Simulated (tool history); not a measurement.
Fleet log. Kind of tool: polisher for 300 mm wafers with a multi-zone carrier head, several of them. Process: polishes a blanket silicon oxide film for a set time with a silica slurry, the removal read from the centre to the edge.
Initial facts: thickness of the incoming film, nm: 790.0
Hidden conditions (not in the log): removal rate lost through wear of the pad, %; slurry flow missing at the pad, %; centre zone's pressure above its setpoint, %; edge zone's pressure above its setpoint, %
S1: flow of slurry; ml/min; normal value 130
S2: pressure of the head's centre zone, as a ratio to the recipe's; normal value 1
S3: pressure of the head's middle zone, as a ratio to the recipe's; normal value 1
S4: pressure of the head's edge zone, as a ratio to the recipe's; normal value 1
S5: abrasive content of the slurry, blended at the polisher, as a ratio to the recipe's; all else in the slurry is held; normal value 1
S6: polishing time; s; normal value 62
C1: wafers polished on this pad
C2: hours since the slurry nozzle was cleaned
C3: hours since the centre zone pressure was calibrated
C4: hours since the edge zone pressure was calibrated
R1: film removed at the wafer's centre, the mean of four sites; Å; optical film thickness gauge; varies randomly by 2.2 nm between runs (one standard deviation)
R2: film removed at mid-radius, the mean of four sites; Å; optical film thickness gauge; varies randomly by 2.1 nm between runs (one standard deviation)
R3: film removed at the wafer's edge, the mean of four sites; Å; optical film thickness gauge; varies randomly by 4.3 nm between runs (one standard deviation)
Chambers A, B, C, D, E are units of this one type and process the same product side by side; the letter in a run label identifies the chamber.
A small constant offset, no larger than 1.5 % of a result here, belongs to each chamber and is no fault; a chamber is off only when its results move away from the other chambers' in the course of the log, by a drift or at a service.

run,hour,S1,S2,S3,S4,S5,S6,C1,C2,C3,C4,R1,R2,R3
1D,6.2,130,1,1,1,1,62,418,423.2,478.2,476.2,3017.2,3095.2,3077.4
2E,14,130,1,1,1,1,62,1436,184.1,1309.7,521.2,3048.1,3040.2,3034.7
# hour 14.1: chamber D: worn pad replaced by a new one
3B,21.9,130,1,1,1,1,62,377,528.6,854.3,1037.1,3063.3,3058,3056.5
# hour 29.8: chamber E: worn pad replaced by a new one
4A,30.4,130,1,1,1,1,62,289,346.3,385.7,662.1,3045.8,3093.5,3116.8
5C,40.7,130,1,1,1,1,62,1037,328.2,712.2,334.9,3092.4,3048.7,3095
# hour 50.8: chamber B: edge zone pressure recalibrated
6E,51.6,130,1,1,1,1,62,174,221.7,1347.3,558.8,3032.1,3041.3,3080.6
# hour 58.1: chamber C: worn pad replaced by a new one
7C,58.7,130,1,1,1,1,62,4,346.2,730.2,352.9,3059.9,3042.1,3154.7
8B,67,130,1,1,1.09,1.25,62,738,573.7,899.4,16.3,3322.8,3357,3539
# hour 72.7: chamber D: worn pad replaced by a new one
# hour 74.2: chamber A: worn pad replaced by a new one
9A,77.9,130,1,1,1.09,1.25,62,30,393.8,433.2,709.6,3383.1,3431.2,3387.8
10D,89,130,1,1,1.09,1.25,62,130,506,561,559,3338.4,3400.4,3564.5
11D,94.8,130,1,1,1.09,1.25,62,177,511.8,566.8,564.8,3324.4,3430.5,3597.4
# hour 97.5: chamber C: slurry nozzle cleaned
# hour 104.4: chamber E: slurry nozzle cleaned
12C,106.1,130,1,1,1.09,1.25,62,384,8.6,777.6,400.3,3390.5,3398.6,3495.4
# hour 107.2: chamber B: worn pad replaced by a new one
13B,116.9,130,1,1,1,1,62,77,623.6,949.3,66.2,3056,3053,3084.6
14E,123.2,130,1,1,1,1,62,748,18.9,1418.9,630.4,3080.3,3035.1,3019.3
# hour 129.7: chamber E: centre zone pressure recalibrated
15A,134.5,130,1,1,1,1,62,483,450.4,489.8,766.2,3067,3087.9,3030.1
# hour 137: chamber D: worn pad replaced by a new one
16A,142.6,130,1,1,1,1,62,548,458.5,497.9,774.3,3075.3,3043,3089.9
# hour 144.2: chamber A: worn pad replaced by a new one
17D,151.5,130,1,1,1,1,62,116,568.5,623.5,621.5,2983.7,3065.4,3080.7
18E,161.9,130,1,0.89,1.07,1,62,1058,57.6,32.2,669.1,3075,2684.2,3145.2
# hour 166.4: chamber D: centre zone pressure recalibrated
19C,174.1,130,1,0.89,1.07,1,62,929,76.6,845.6,468.3,3060.2,2722.8,3186.7
# hour 177.3: chamber B: slurry nozzle cleaned
20B,179.7,130,1,0.89,1.07,1,62,580,2.5,1012.1,129,3047.4,2748.4,3163
21C,185.1,130,1,0.89,1.07,1,62,1017,87.6,856.6,479.3,3065.3,2746.9,3256.3
# hour 187.6: chamber B: centre zone pressure recalibrated
22E,191.5,130,1,0.89,1.07,1,62,1295,87.2,61.8,698.7,3029.1,2754.4,3198.7
# hour 196.8: chamber A: slurry nozzle cleaned
# hour 198.8: chamber D: worn pad replaced by a new one
23D,199.4,130,1,1,1,1,62,5,616.4,33.1,669.4,3027.9,3095.1,3076.1
# hour 200.9: chamber E: worn pad replaced by a new one
# hour 202.7: chamber C: worn pad replaced by a new one
24A,206.1,130,1,1,1,1,62,495,9.4,561.4,837.8,3110.7,3106.3,3088.3
25B,214.6,130,1,1,1,1,62,860,37.4,27.1,163.9,3223.7,3074.5,3107.8
26B,224.4,130,1,1,1,1,62,939,47.2,36.9,173.7,3188.3,3106.2,3143.8
# hour 225.3: chamber A: worn pad replaced by a new one
27E,236.4,130,1,1,1,1,62,284,132.1,106.7,743.6,3055.3,3026,3135.8
28D,247.1,130,1,1,1,1,62,387,664.1,80.8,717.1,3018.9,3097.9,3153.8
29C,252.7,130,1,1,1,1,62,400,155.2,924.2,546.9,3078.9,3051.4,3032.9
# hour 257.4: chamber D: worn pad replaced by a new one
30A,258.4,130,1,1,1,1,62,265,61.7,613.7,890.1,3073.2,3085.1,3071.8
31D,267.1,130,1,1,1,1,62,78,684.1,100.8,737.1,3058,3080.1,3018.1
# hour 270: chamber B: worn pad replaced by a new one
32C,274.5,130,1,1,1,1,62,575,177,946,568.7,3069.8,3050.9,3058.7
33B,283.3,130,1,1,1,1,62,106,106.1,95.8,232.6,3199.2,3036.5,3052.5
34A,292.2,130,1,1,1,1,62,536,95.5,647.5,923.9,3076.5,3077.8,3048.3
35E,302.1,130,1,1,1,1,62,810,197.8,172.4,809.3,3047.9,3003.9,3037

All chambers now run identical settings, listed one chamber a line with results as question marks. What results will each chamber show?
36A,310.9,100,1,1,1,1,62,,,,,?,?,?
36B,310.9,100,1,1,1,1,62,,,,,?,?,?
36C,310.9,100,1,1,1,1,62,,,,,?,?,?
36D,310.9,100,1,1,1,1,62,,,,,?,?,?
36E,310.9,100,1,1,1,1,62,,,,,?,?,?

run,R1,R2,R3
36A,2812.5,2867.2,2864.3
36B,2962,2834.5,2964.5
36C,2844.6,2836,2949.2
36D,2777.9,2897.3,2887.2
36E,2826.3,2868.2,2866.9
